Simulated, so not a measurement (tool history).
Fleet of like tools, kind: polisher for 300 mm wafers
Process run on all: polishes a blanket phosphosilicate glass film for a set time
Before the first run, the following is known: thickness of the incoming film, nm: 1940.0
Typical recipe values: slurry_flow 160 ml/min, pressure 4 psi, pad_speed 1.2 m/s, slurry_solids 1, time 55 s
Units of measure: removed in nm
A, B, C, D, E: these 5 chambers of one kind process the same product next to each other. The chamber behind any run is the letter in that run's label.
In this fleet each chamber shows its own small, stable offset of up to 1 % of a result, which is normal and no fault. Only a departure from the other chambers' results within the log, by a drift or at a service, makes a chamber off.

run,hour,slurry_flow,pressure,pad_speed,slurry_solids,time,removed
# hour 4.7: chamber A: worn pad replaced by a new one
1A,4.8,160,4,1.2,1,55,775.2
2D,7.6,160,4,1.2,1,55,769.96
3C,12.7,160,4,1.2,1,55,772.26
4E,16.5,160,4,1.2,1,55,766.41
# hour 16.6: chamber C: head pressure recalibrated
5B,21.9,160,4,1.2,1,55,772
6C,27.2,140,4,1.2,0.9,55,711.07
# hour 27.6: chamber C: slurry blender recalibrated
# hour 28.4: chamber B: slurry blender recalibrated
7A,31.1,140,4,1.2,0.9,55,723.74
8B,35.7,140,4,1.2,0.9,55,718.01
# hour 37.9: chamber D: worn pad replaced by a new one
9E,38.7,140,4,1.2,0.9,55,713.86
# hour 39.9: chamber E: worn pad replaced by a new one
10D,43.2,140,4,1.2,0.9,55,717.57
11B,47.5,160,4,1.2,1,55,776.54
# hour 49.8: chamber A: slurry blender recalibrated
12D,53.1,115,3.6,1.2,1,55,647.42
# hour 55.4: chamber B: worn pad replaced by a new one
13C,58.9,115,3.6,1.2,1,55,649.5
14E,64.8,115,3.6,1.2,1,55,648.73
15A,69.3,115,3.6,1.2,1,55,651.15
16D,73.2,115,3.6,1.2,1,55,647.61
17E,77.7,160,4,1.2,1,55,764.78
18B,82,160,4,1.2,1,55,774.63
# hour 86.9: chamber D: conditioning disc replaced and pad reconditioned
19C,86.9,160,4,1.2,1,55,764.88
20A,90,160,4,1.2,1,55,773.62
21A,95.2,160,4,1.2,1,55,768.32
# hour 95.6: chamber C: worn pad replaced by a new one
22D,100.4,160,4,1.2,1,55,766.37
23E,103.9,160,4,1.2,1,55,775.12
# hour 106.3: chamber B: head pressure recalibrated
24B,109.4,160,4,1.2,1,55,830.05
25C,115.2,160,4,1.2,1,55,768.38
# hour 118.7: chamber D: slurry blender recalibrated
26B,119.4,160,4,1.2,1,55,822.46
# hour 119.5: chamber E: conditioning disc replaced and pad reconditioned
# hour 120.2: chamber E: worn pad replaced by a new one
# hour 121.6: chamber B: conditioning disc replaced and pad reconditioned
27E,123.3,160,4,1.2,1,55,775.43
# hour 123.8: chamber A: head pressure recalibrated
28A,127,160,4,1.2,1,55,765.28
29D,132.4,160,4,1.2,1,55,770.5
30C,135.7,160,4,1.2,1,55,766.99
# hour 140.8: chamber D: head pressure recalibrated
31B,141.4,160,4,1.2,1,55,821.57
32D,145.6,160,4,1.2,1,55,771.25
# hour 147.9: chamber B: slurry blender recalibrated
33A,151.2,160,4,1.2,1,55,772.26
34E,153.8,160,4,1.2,1,55,763.96
35C,156.5,160,4,1.2,1,55,768.2
36E,159.4,160,4,1.2,1,55,775.24
37A,165.1,160,4,1.2,1,55,775.12
# hour 166.8: chamber C: conditioning disc replaced and pad reconditioned
38D,169.9,160,4,1.2,1,55,769.63
39B,173.6,160,4,1.2,1,55,833.85
40C,178.5,160,4,1.2,1,55,761.34

Does one chamber stand apart from the rest, does the shared gauge drift, or is all well apart from small per-chamber offsets? Give the chamber and the most likely cause, where there is one.

Chamber B has stood off from the others ever since a service on it.
Most likely cause: head's pressure above its setpoint, % = 7.12.

Here are 4 candidates for chamber B's next run, each the usual settings with a change, their results left as question marks. Which one brings its results back in line with what the others give on the usual settings?
Maximum distance from the other chambers' mean on the usual settings for a result to count as in line: removed 17 nm
41B-1,182.8,160,4,1.2,0.95,55,?
41B-2,182.8,160,4,1.3,1,55,?
41B-3,182.8,160,4.1,1.2,1,55,?
41B-4,182.8,160,4,1.12,0.95,55,?

Average result of the remaining chambers running the usual settings: removed 770.7 nm
run,removed
41B-1,811.1
41B-2,885.7
41B-3,851.3
41B-4,767.33
Change 41B-4 lands the chamber within the allowed miss of the other chambers.
